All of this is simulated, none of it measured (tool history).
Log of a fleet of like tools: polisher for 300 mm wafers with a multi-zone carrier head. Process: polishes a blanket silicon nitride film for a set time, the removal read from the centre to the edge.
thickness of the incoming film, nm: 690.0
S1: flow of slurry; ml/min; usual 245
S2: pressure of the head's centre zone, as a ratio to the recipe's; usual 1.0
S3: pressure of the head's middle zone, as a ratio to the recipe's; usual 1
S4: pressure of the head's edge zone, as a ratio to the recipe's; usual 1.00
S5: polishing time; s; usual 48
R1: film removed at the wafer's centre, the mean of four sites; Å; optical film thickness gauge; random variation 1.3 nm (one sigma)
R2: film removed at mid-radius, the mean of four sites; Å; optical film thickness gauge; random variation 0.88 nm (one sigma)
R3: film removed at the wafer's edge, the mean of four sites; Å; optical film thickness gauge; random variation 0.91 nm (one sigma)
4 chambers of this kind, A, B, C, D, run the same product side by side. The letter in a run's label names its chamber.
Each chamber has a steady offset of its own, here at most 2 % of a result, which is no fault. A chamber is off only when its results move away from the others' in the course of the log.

| run | hour | S1 | S2 | S3 | S4 | S5 | R1 | R2 | R3 |
|---|---|---|---|---|---|---|---|---|---|
| 1A | 13.3 | 245 | 1.0 | 1 | 1.00 | 48 | 1058.60 | 1067.80 | 1092.00 |
|  | 14.1 | chamber D: worn pad replaced by a new one |
|  | 18.9 | chamber A: worn pad replaced by a new one |
|  | 23.0 | chamber B: worn pad replaced by a new one |
| 2D | 23.8 | 245 | 1.0 | 1 | 1.00 | 48 | 1068.30 | 1074.30 | 1076.90 |
| 3C | 30.0 | 245 | 1.0 | 1 | 1.00 | 48 | 1063.50 | 1074.30 | 1075.90 |
| 4B | 36.2 | 245 | 1.0 | 1 | 1.00 | 48 | 1063.40 | 1069.80 | 1044.00 |
|  | 46.0 | chamber A: slurry nozzle cleaned |
| 5D | 46.2 | 245 | 1.0 | 1 | 1.05 | 39 | 875.30 | 870.87 | 885.10 |
| 6C | 57.5 | 245 | 1.0 | 1 | 1.05 | 39 | 882.90 | 877.99 | 881.79 |
|  | 68.5 | chamber C: worn pad replaced by a new one |
| 7A | 68.5 | 245 | 1.0 | 1 | 1.05 | 39 | 864.12 | 871.76 | 903.49 |
| 8B | 76.0 | 245 | 1.0 | 1 | 1.05 | 39 | 876.33 | 867.31 | 883.61 |
|  | 76.9 | chamber C: slurry nozzle cleaned |
|  | 82.2 | chamber D: worn pad replaced by a new one |
| 9A | 82.2 | 245 | 0.9 | 1 | 1.00 | 48 | 947.38 | 1075.30 | 1074.40 |
| 10D | 92.3 | 245 | 0.9 | 1 | 1.00 | 48 | 955.86 | 1067.00 | 1082.50 |
|  | 98.1 | chamber B: worn pad replaced by a new one |
| 11C | 103.6 | 245 | 0.9 | 1 | 1.00 | 48 | 928.87 | 1099.10 | 1058.00 |
|  | 110.2 | chamber A: worn pad replaced by a new one |
| 12B | 113.9 | 245 | 0.9 | 1 | 1.00 | 48 | 954.56 | 1069.20 | 1074.50 |
| 13B | 121.3 | 245 | 1.0 | 1 | 1.00 | 48 | 1066.20 | 1060.10 | 1061.90 |
| 14A | 131.5 | 245 | 1.0 | 1 | 1.00 | 48 | 1057.80 | 1081.40 | 1079.50 |
|  | 138.9 | chamber B: slurry nozzle cleaned |
|  | 143.0 | chamber D: worn pad replaced by a new one |
| 15C | 143.2 | 245 | 1.0 | 1 | 1.00 | 48 | 1073.40 | 1072.90 | 1056.40 |
| 16D | 155.4 | 245 | 1.0 | 1 | 1.00 | 48 | 1084.50 | 1070.70 | 1066.00 |
|  | 159.0 | chamber C: worn pad replaced by a new one |
|  | 159.4 | chamber B: worn pad replaced by a new one |
| 17D | 162.7 | 245 | 1.0 | 1 | 1.00 | 48 | 1072.60 | 1065.20 | 1074.10 |
| 18C | 170.7 | 245 | 1.0 | 1 | 1.00 | 59 | 1337.20 | 1334.80 | 1275.20 |
| 19A | 183.6 | 245 | 1.0 | 1 | 1.00 | 59 | 1306.70 | 1328.80 | 1336.80 |
|  | 185.0 | chamber B: centre zone pressure recalibrated |
|  | 196.2 | chamber A: worn pad replaced by a new one |
| 20B | 196.7 | 245 | 1.0 | 1 | 1.00 | 59 | 1352.20 | 1301.40 | 1292.50 |
| 21C | 205.3 | 245 | 1.0 | 1 | 1.00 | 59 | 1298.80 | 1334.50 | 1316.00 |
| 22D | 213.8 | 245 | 1.0 | 1 | 1.12 | 48 | 1066.30 | 1058.90 | 1145.30 |
|  | 217.3 | chamber D: worn pad replaced by a new one |
| 23A | 224.4 | 245 | 1.0 | 1 | 1.12 | 48 | 1084.40 | 1073.20 | 1140.50 |
| 24B | 231.8 | 245 | 1.0 | 1 | 1.12 | 48 | 1054.20 | 1063.90 | 1127.10 |
|  | 233.3 | chamber B: worn pad replaced by a new one |
| 25C | 245.6 | 245 | 1.0 | 1 | 1.12 | 48 | 1083.60 | 1084.80 | 1119.90 |
|  | 251.4 | chamber C: worn pad replaced by a new one |
| 26D | 255.1 | 245 | 1.0 | 1 | 1.00 | 48 | 1056.70 | 1082.40 | 1060.70 |
| 27B | 264.5 | 245 | 1.0 | 1 | 1.00 | 48 | 1067.10 | 1064.10 | 1052.70 |
| 28A | 275.6 | 190 | 1.0 | 1 | 0.93 | 48 | 1014.00 | 1033.50 | 999.85 |
| 29D | 284.5 | 190 | 1.0 | 1 | 0.93 | 48 | 1026.30 | 1040.80 | 1005.20 |
|  | 287.1 | chamber D: worn pad replaced by a new one |
| 30B | 295.0 | 190 | 1.0 | 1 | 0.93 | 48 | 1028.20 | 1032.30 | 994.75 |
|  | 295.2 | chamber A: worn pad replaced by a new one |
|  | 302.8 | chamber B: worn pad replaced by a new one |
| 31A | 304.3 | 190 | 1.0 | 1 | 0.93 | 48 | 1009.60 | 1048.10 | 1013.20 |
|  | 311.4 | chamber A: centre zone pressure recalibrated |
|  | 313.0 | chamber D: slurry nozzle cleaned |
| 32C | 313.3 | 245 | 1.0 | 1 | 1.00 | 48 | 1078.90 | 1073.40 | 1055.00 |
| 33A | 325.4 | 245 | 1.0 | 1 | 1.00 | 48 | 1078.20 | 1094.70 | 1070.60 |
| 34D | 338.6 | 245 | 1.0 | 1 | 1.00 | 48 | 1100.60 | 1074.20 | 1085.00 |
|  | 344.3 | chamber C: worn pad replaced by a new one |
| 35C | 346.7 | 245 | 1.0 | 1 | 1.00 | 48 | 1071.30 | 1068.40 | 1053.20 |
| 36B | 352.8 | 245 | 1.0 | 1 | 1.00 | 48 | 1076.40 | 1076.10 | 1059.20 |

What goes on in this fleet: one chamber off, a drifting gauge, or nothing beyond the chambers' own small offsets? Name the chamber and the cause, if any.

No chamber stands off beyond its own small offset, and the gauge holds steady.
